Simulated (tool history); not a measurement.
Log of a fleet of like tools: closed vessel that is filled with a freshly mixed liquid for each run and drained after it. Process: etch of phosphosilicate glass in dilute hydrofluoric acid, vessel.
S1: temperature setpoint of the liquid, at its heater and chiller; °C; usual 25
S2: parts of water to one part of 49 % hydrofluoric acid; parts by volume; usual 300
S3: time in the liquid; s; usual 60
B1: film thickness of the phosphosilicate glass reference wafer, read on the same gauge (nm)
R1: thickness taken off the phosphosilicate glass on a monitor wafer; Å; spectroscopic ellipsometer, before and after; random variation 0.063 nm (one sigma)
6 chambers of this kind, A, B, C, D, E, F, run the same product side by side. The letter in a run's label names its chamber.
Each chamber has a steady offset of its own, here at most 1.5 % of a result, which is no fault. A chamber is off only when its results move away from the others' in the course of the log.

| run | hour | S1 | S2 | S3 | B1 | R1 |
|---|---|---|---|---|---|---|
| 1C | 2.4 | 25 | 300 | 60 | 40.009 | 99.740 |
| 2E | 6.2 | 25 | 300 | 60 | 39.991 | 97.825 |
| 3A | 9.4 | 25 | 300 | 60 | 39.989 | 101.430 |
| 4B | 12.8 | 25 | 300 | 60 | 39.982 | 99.606 |
| 5F | 15.8 | 25 | 300 | 60 | 39.947 | 99.590 |
| 6D | 20.9 | 25 | 300 | 60 | 40.026 | 100.530 |
| 7F | 25.9 | 25 | 300 | 60 | 39.982 | 99.705 |
| 8D | 30.4 | 25 | 300 | 60 | 39.981 | 100.480 |
| 9E | 32.6 | 25 | 375 | 60 | 39.996 | 73.520 |
| 10A | 35.8 | 25 | 375 | 60 | 39.949 | 75.023 |
| 11C | 40.9 | 25 | 375 | 60 | 40.022 | 74.122 |
| 12B | 44.7 | 25 | 375 | 60 | 39.994 | 75.342 |
| 13E | 49.1 | 25 | 375 | 60 | 39.976 | 73.413 |
| 14F | 52.6 | 25 | 375 | 60 | 40.045 | 74.138 |
| 15D | 56.2 | 25 | 300 | 60 | 39.980 | 100.730 |
| 16C | 60.8 | 25 | 300 | 60 | 39.986 | 100.030 |
| 17A | 64.7 | 25 | 300 | 60 | 40.028 | 102.130 |
| 18B | 69.3 | 22 | 190 | 60 | 39.978 | 158.670 |
| 19E | 71.7 | 22 | 190 | 60 | 40.033 | 157.730 |
| 20D | 76.5 | 22 | 190 | 60 | 39.980 | 158.480 |
| 21A | 79.1 | 22 | 190 | 60 | 40.031 | 161.680 |
| 22F | 83.3 | 22 | 190 | 60 | 40.011 | 160.260 |
| 23C | 87.6 | 22 | 190 | 60 | 39.944 | 159.730 |
| 24B | 90.6 | 25 | 300 | 60 | 39.993 | 100.300 |
| 25F | 95.6 | 25 | 300 | 60 | 39.995 | 100.510 |
| 26B | 100.7 | 25 | 300 | 60 | 40.035 | 100.720 |
| 27E | 103.2 | 25 | 300 | 60 | 39.992 | 98.619 |
| 28C | 108.2 | 25 | 300 | 60 | 40.056 | 99.884 |
| 29D | 112.0 | 25 | 300 | 60 | 39.990 | 99.744 |
|  | 114.0 | chamber E: thermometer replaced |
| 30A | 116.6 | 25 | 300 | 60 | 39.973 | 102.120 |
| 31A | 119.9 | 25 | 300 | 60 | 40.018 | 102.150 |
| 32F | 123.4 | 25 | 300 | 60 | 40.010 | 100.890 |
| 33E | 128.2 | 25 | 300 | 60 | 40.000 | 98.355 |
| 34C | 131.0 | 25 | 300 | 60 | 40.034 | 100.250 |
| 35D | 134.8 | 25 | 300 | 90 | 39.969 | 153.270 |
| 36B | 139.1 | 25 | 300 | 90 | 39.980 | 151.140 |
| 37D | 141.7 | 25 | 300 | 90 | 40.001 | 152.300 |
| 38B | 144.5 | 25 | 300 | 90 | 40.025 | 151.460 |
| 39A | 149.1 | 25 | 300 | 90 | 39.980 | 151.250 |
| 40E | 154.2 | 25 | 300 | 90 | 39.974 | 149.060 |
| 41C | 157.3 | 25 | 300 | 60 | 39.958 | 100.070 |
| 42F | 159.7 | 25 | 300 | 60 | 40.013 | 99.190 |
| 43B | 162.8 | 25 | 300 | 60 | 40.007 | 101.140 |

Next, every chamber runs the same settings. What will each give?
| 44A | 166.5 | 25 | 300 | 60 |  | ? |
| 44B | 166.5 | 25 | 300 | 60 |  | ? |
| 44C | 166.5 | 25 | 300 | 60 |  | ? |
| 44D | 166.5 | 25 | 300 | 60 |  | ? |
| 44E | 166.5 | 25 | 300 | 60 |  | ? |
| 44F | 166.5 | 25 | 300 | 60 |  | ? |

| run | R1 |
|---|---|
| 44A | 101.970 |
| 44B | 100.890 |
| 44C | 100.880 |
| 44D | 100.630 |
| 44E | 99.483 |
| 44F | 100.350 |
